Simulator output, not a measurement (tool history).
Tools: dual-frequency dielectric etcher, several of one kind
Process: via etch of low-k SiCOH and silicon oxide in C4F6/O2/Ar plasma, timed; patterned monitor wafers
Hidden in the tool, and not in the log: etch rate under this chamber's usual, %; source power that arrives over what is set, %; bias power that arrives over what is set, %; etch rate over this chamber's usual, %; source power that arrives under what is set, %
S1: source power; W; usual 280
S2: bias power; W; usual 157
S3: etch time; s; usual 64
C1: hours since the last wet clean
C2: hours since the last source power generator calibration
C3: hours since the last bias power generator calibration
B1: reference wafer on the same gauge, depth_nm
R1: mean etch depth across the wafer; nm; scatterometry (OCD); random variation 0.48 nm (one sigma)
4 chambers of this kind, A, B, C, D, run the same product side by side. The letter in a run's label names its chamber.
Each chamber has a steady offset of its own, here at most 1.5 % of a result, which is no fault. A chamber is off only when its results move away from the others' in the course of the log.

run	day	S1	S2	S3	C1	C2	C3	B1	R1
1C	0.371	280	157	64	570	3550.3	1843.6	121.01	139.64
# day 0.488: chamber C: wet clean of the chamber
2A	0.575	280	157	64	337.3	259.7	1225.7	121.04	138.63
3B	0.979	280	157	64	469	4413.7	751.6	120.93	140.9
4D	1.396	280	157	64	359.4	929.5	2878.9	121.03	140.96
5B	1.754	320	185	64	487.6	4432.3	770.2	120.94	156.3
6A	2.138	320	185	64	374.8	297.2	1263.2	120.93	153.9
7D	2.483	320	185	64	385.5	955.6	2905	121.02	157.07
8C	2.908	320	185	64	58.2	3611.2	1904.5	121.04	153.34
9B	3.238	280	157	76	523.2	4467.9	805.8	121.04	167.01
10A	3.433	280	157	76	405.9	328.3	1294.3	121	164.44
11D	3.783	280	157	76	416.7	986.8	2936.2	120.91	167.98
12C	4.204	280	157	76	89.3	3642.3	1935.6	121.03	164.82
13B	4.425	280	157	64	551.7	4496.4	834.3	121	140.91
14C	4.762	280	157	64	102.7	3655.7	1949	121.11	138.66
15D	5.121	280	157	64	448.8	1018.9	2968.3	120.94	142.5
16A	5.488	280	157	64	455.2	377.6	1343.6	120.99	139.34
17D	5.742	280	157	64	463.7	1033.8	2983.2	120.98	143.2
# day 5.967: chamber B: wet clean of the chamber
18B	6.175	280	157	64	5.1	4538.4	876.3	121.04	141.41
19A	6.554	280	157	64	480.8	403.2	1369.2	120.98	139.74
20C	6.888	280	157	64	153.7	3706.7	2000	120.97	137.76
21D	7.179	280	157	79	498.2	1068.3	3017.7	120.98	176.54
22B	7.408	280	157	79	34.7	4568	905.9	121.05	173.47
23C	7.708	280	157	79	173.4	3726.4	2019.7	121.12	171.43
24A	7.95	280	157	79	514.3	436.7	1402.7	120.95	171.35
25C	8.254	280	157	64	186.5	3739.5	2032.8	120.98	138.95
26A	8.546	280	157	64	528.6	451	1417	120.89	138.98
27D	8.825	280	157	64	537.7	1107.8	3057.2	120.96	144.16
# day 8.958: chamber C: bias power generator calibrated
28B	9.183	280	192	74	77.3	4610.6	948.5	120.83	171.86
29B	9.4	280	192	74	82.5	4615.8	953.7	120.99	173.59
30C	9.621	280	192	74	219.3	3772.3	16	120.94	170.97
31A	9.867	280	192	74	560.3	482.7	1448.7	121.05	170.6
32D	10.133	280	157	64	569.1	1139.2	3088.6	121.07	145.05
33C	10.408	280	157	64	238.2	3791.2	34.9	120.98	137.56
34D	10.746	280	157	64	583.8	1153.9	3103.3	120.98	145.93
# day 11.092: chamber B: source power generator calibrated
35A	11.108	280	157	64	590.1	512.5	1478.5	121.01	139.02
36B	11.512	280	157	64	133.2	10.1	1004.4	121.03	140.58
37A	11.879	280	157	64	608.6	531	1497	121.02	139.83
38D	12.138	280	157	64	617.2	1187.3	3136.7	121.01	145.5
39C	12.383	280	157	64	285.6	3838.6	82.3	120.97	138.12
40B	12.721	280	157	64	162.2	39.1	1033.4	121.02	140.39
41C	12.933	280	157	64	298.8	3851.8	95.5	120.91	138.61

Is one chamber off against the others, does the gauge drift, or is nothing wrong? If a chamber is off, say which, and what the likeliest cause is.

Chamber D drifts away from the others.
Cause: etch rate over this chamber's usual, % = 3.36.

Here are 4 candidates for chamber D's next run, each the usual settings with a change, their results left as question marks. Which one brings its results back in line with what the others give on the usual settings?
In line means no further than this from the other chambers' mean on the usual settings: R1 1.7 nm
42D-1	13.246	280	208	64					?
42D-2	13.246	280	114	64					?
42D-3	13.246	300	166	64					?
42D-4	13.246	280	134	64					?

The other chambers' mean on the usual settings: R1 139.31 nm
run	R1
42D-1	159.82
42D-2	132.36
42D-3	152.49
42D-4	138.89
42D-4 brings the chamber back in line.

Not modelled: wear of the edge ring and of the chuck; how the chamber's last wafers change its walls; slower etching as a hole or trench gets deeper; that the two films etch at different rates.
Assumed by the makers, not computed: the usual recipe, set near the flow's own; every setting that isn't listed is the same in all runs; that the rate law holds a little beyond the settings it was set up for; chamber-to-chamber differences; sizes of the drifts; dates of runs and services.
